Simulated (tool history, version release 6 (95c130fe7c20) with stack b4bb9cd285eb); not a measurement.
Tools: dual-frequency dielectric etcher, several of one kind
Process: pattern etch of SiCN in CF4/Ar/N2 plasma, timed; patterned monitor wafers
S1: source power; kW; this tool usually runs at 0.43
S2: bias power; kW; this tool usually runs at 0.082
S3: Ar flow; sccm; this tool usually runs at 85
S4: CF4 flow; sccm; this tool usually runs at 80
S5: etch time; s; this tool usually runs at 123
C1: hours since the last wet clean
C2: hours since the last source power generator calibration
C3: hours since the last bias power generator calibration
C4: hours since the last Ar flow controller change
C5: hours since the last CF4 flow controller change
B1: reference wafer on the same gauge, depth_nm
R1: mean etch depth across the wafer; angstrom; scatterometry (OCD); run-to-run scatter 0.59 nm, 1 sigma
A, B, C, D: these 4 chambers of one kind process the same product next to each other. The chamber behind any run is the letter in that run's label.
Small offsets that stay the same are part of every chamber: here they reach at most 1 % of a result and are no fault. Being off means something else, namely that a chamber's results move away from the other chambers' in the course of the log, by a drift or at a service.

| run | day | S1 | S2 | S3 | S4 | S5 | C1 | C2 | C3 | C4 | C5 | B1 | R1 |
|---|---|---|---|---|---|---|---|---|---|---|---|---|---|
| 1D | 0.433 | 0.43 | 0.082 | 85 | 80 | 123 | 234.9 | 332.2 | 4008 | 1822.5 | 2488.6 | 124.93 | 1102.6 |
| 2A | 0.892 | 0.43 | 0.082 | 85 | 80 | 123 | 232.8 | 899.9 | 3427.4 | 1840 | 4941.7 | 124.99 | 1116.1 |
| 3C | 1.204 | 0.43 | 0.082 | 85 | 80 | 123 | 193.9 | 3192.3 | 2949.9 | 1252.1 | 3121.5 | 124.8 | 1114.8 |
|  | 1.508 | chamber D: CF4 flow controller replaced |
| 4B | 1.588 | 0.43 | 0.082 | 85 | 80 | 123 | 148 | 3739.8 | 1728.7 | 307.9 | 1891.7 | 125.01 | 1098.1 |
| 5D | 1.95 | 0.43 | 0.082 | 85 | 80 | 123 | 271.3 | 368.6 | 4044.4 | 1858.9 | 10.6 | 125.22 | 1106.4 |
| 6A | 2.333 | 0.43 | 0.082 | 85 | 80 | 123 | 267.4 | 934.5 | 3462 | 1874.6 | 4976.3 | 124.83 | 1103.5 |
| 7B | 2.633 | 0.43 | 0.082 | 85 | 80 | 123 | 173.1 | 3764.9 | 1753.8 | 333 | 1916.8 | 124.83 | 1091.5 |
| 8C | 3.033 | 0.43 | 0.082 | 85 | 80 | 123 | 237.8 | 3236.2 | 2993.8 | 1296 | 3165.4 | 124.87 | 1109.2 |
| 9D | 3.321 | 0.43 | 0.082 | 85 | 80 | 123 | 304.2 | 401.5 | 4077.3 | 1891.8 | 43.5 | 124.94 | 1109.7 |
| 10C | 3.717 | 0.43 | 0.082 | 85 | 80 | 123 | 254.2 | 3252.6 | 3010.2 | 1312.4 | 3181.8 | 124.79 | 1109.3 |
| 11B | 4.196 | 0.43 | 0.082 | 85 | 80 | 123 | 210.6 | 3802.4 | 1791.3 | 370.5 | 1954.3 | 124.9 | 1107.6 |
| 12A | 4.638 | 0.43 | 0.082 | 85 | 80 | 123 | 322.7 | 989.8 | 3517.3 | 1929.9 | 5031.6 | 124.91 | 1118 |
| 13A | 5.071 | 0.43 | 0.082 | 85 | 80 | 123 | 333.1 | 1000.2 | 3527.7 | 1940.3 | 5042 | 125.04 | 1102.2 |
| 14C | 5.3 | 0.43 | 0.082 | 85 | 80 | 123 | 292.2 | 3290.6 | 3048.2 | 1350.4 | 3219.8 | 124.89 | 1105.2 |
| 15D | 5.521 | 0.43 | 0.082 | 85 | 80 | 123 | 357 | 454.3 | 4130.1 | 1944.6 | 96.3 | 125.03 | 1101.8 |
| 16B | 6.004 | 0.43 | 0.082 | 85 | 80 | 123 | 254 | 3845.8 | 1834.7 | 413.9 | 1997.7 | 125.05 | 1100.6 |
| 17B | 6.229 | 0.43 | 0.082 | 85 | 80 | 123 | 259.4 | 3851.2 | 1840.1 | 419.3 | 2003.1 | 124.92 | 1118 |
| 18C | 6.496 | 0.43 | 0.082 | 85 | 80 | 123 | 320.9 | 3319.3 | 3076.9 | 1379.1 | 3248.5 | 124.96 | 1106.4 |
| 19A | 6.908 | 0.43 | 0.082 | 85 | 80 | 123 | 377.2 | 1044.3 | 3571.8 | 1984.4 | 5086.1 | 124.88 | 1111.7 |
| 20D | 7.362 | 0.43 | 0.082 | 85 | 80 | 123 | 401.2 | 498.5 | 4174.3 | 1988.8 | 140.5 | 124.92 | 1109.2 |
| 21D | 7.729 | 0.43 | 0.082 | 85 | 80 | 123 | 410 | 507.3 | 4183.1 | 1997.6 | 149.3 | 124.93 | 1109.2 |
| 22C | 7.983 | 0.43 | 0.082 | 85 | 80 | 123 | 356.6 | 3355 | 3112.6 | 1414.8 | 3284.2 | 124.95 | 1108 |
| 23A | 8.312 | 0.43 | 0.082 | 85 | 80 | 123 | 410.9 | 1078 | 3605.5 | 2018.1 | 5119.8 | 125.04 | 1113 |
|  | 8.425 | chamber C: bias power generator calibrated |
| 24B | 8.758 | 0.43 | 0.082 | 85 | 80 | 123 | 320.1 | 3911.9 | 1900.8 | 480 | 2063.8 | 124.89 | 1106.1 |
|  | 9.088 | chamber C: wet clean of the chamber |
|  | 9.108 | chamber A: Ar flow controller replaced |
| 25D | 9.242 | 0.43 | 0.082 | 85 | 80 | 123 | 446.3 | 543.6 | 4219.4 | 2033.9 | 185.6 | 125.15 | 1107.2 |
| 26B | 9.467 | 0.43 | 0.082 | 85 | 88 | 152 | 337.1 | 3928.9 | 1917.8 | 497 | 2080.8 | 125.05 | 1380 |
| 27A | 9.871 | 0.43 | 0.082 | 85 | 88 | 152 | 448.3 | 1115.4 | 3642.9 | 18.3 | 5157.2 | 125.08 | 1388.9 |
| 28C | 10.121 | 0.43 | 0.082 | 85 | 88 | 152 | 24.8 | 3406.3 | 40.8 | 1466.1 | 3335.5 | 124.99 | 1387.3 |
| 29B | 10.471 | 0.43 | 0.082 | 85 | 88 | 152 | 361.2 | 3953 | 1941.9 | 521.1 | 2104.9 | 125 | 1377.8 |
| 30A | 10.838 | 0.43 | 0.082 | 85 | 80 | 123 | 471.5 | 1138.6 | 3666.1 | 41.5 | 5180.4 | 124.84 | 1101.5 |

Read the log: is a single chamber off, either drifting away or since a service, is the gauge that measures every chamber drifting, or is nothing wrong beyond small per-chamber offsets? Name any odd chamber and what most likely caused it.

The fleet is healthy, with each chamber sitting at its usual small offset and no drift in the gauge.

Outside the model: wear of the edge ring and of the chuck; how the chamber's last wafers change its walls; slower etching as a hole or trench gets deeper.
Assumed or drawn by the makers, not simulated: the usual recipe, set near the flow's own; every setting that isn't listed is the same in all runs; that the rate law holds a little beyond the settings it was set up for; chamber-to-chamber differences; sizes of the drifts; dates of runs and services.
